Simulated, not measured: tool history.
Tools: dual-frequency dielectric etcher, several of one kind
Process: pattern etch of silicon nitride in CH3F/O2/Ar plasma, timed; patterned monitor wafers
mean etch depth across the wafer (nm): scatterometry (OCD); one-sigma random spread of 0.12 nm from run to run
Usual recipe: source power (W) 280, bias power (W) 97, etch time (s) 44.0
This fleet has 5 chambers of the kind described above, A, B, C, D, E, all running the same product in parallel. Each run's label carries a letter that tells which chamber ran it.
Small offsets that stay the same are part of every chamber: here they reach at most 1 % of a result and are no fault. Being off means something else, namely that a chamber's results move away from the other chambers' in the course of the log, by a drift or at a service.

run	hour	source power (W)	bias power (W)	etch time (s)	hours since the last wet clean	hours since the last source power generator calibration	hours since the last bias power generator calibration	read-back reference wafer on the same gauge, depth_nm	mean etch depth across the wafer (nm)
1B	6.0	280	97	44.0	302.0	789.7	44.9	30.916	29.835
2C	13.2	280	97	44.0	355.8	4165.6	290.3	30.915	30.476
3A	18.1	280	97	44.0	395.9	2729.7	852.7	30.897	29.844
4D	25.6	280	97	44.0	256.4	1248.5	1584.8	30.864	30.169
5E	29.5	280	97	44.0	254.6	1376.0	53.1	30.906	29.835
6C	36.9	280	97	44.0	379.5	4189.3	314.0	30.916	30.147
7E	41.1	280	97	44.0	266.2	1387.6	64.7	30.938	29.694
# hour 45.7: chamber A: wet clean of the chamber
8A	47.9	280	97	44.0	2.2	2759.5	882.5	30.890	29.674
9D	51.4	280	97	44.0	282.2	1274.3	1610.6	30.920	30.118
10B	58.5	280	97	44.0	354.5	842.2	97.4	30.900	29.778
11A	62.9	280	97	44.0	17.2	2774.5	897.5	30.894	29.768
# hour 66.4: chamber C: wet clean of the chamber
12E	70.7	280	97	44.0	295.8	1417.2	94.3	30.914	29.738
13C	74.5	280	97	44.0	8.1	4226.9	351.6	30.911	30.017
14D	81.7	280	97	44.0	312.5	1304.6	1640.9	30.907	30.121
15B	85.9	280	97	44.0	381.9	869.6	124.8	30.887	29.966
# hour 87.6: chamber C: source power generator calibrated
16E	91.1	330	97	44.0	316.2	1437.6	114.7	30.890	31.738
17A	95.5	330	97	44.0	49.8	2807.1	930.1	30.877	31.615
18D	100.4	330	97	44.0	331.2	1323.3	1659.6	30.905	32.055
19B	108.2	330	97	44.0	404.2	891.9	147.1	30.911	31.637
20C	116.0	330	97	44.0	49.6	28.4	393.1	30.931	32.050
21C	120.3	280	97	44.0	53.9	32.7	397.4	30.918	30.275
22A	124.3	280	97	44.0	78.6	2835.9	958.9	30.885	29.916
23B	130.4	280	97	44.0	426.4	914.1	169.3	30.876	29.750
24E	136.5	280	97	44.0	361.6	1483.0	160.1	30.883	29.717
25D	141.4	280	97	44.0	372.2	1364.3	1700.6	30.902	30.218
26E	148.6	230	97	56.5	373.7	1495.1	172.2	30.903	35.621
27B	155.8	230	97	56.5	451.8	939.5	194.7	30.928	36.031
28A	162.8	230	97	56.5	117.1	2874.4	997.4	30.901	35.449
29C	167.9	230	97	56.5	101.5	80.3	445.0	30.882	36.478
30D	173.7	230	97	56.5	404.5	1396.6	1732.9	30.889	35.854
31C	177.7	280	97	44.0	111.3	90.1	454.8	30.895	30.176

Next, all 5 chambers run the settings below, one line each with question marks for the results. What does each chamber give?
32A	183.4	280	97	44.0					?
32B	183.4	280	97	44.0					?
32C	183.4	280	97	44.0					?
32D	183.4	280	97	44.0					?
32E	183.4	280	97	44.0					?

run	mean etch depth across the wafer (nm)
32A	29.926
32B	29.923
32C	30.097
32D	30.131
32E	29.785
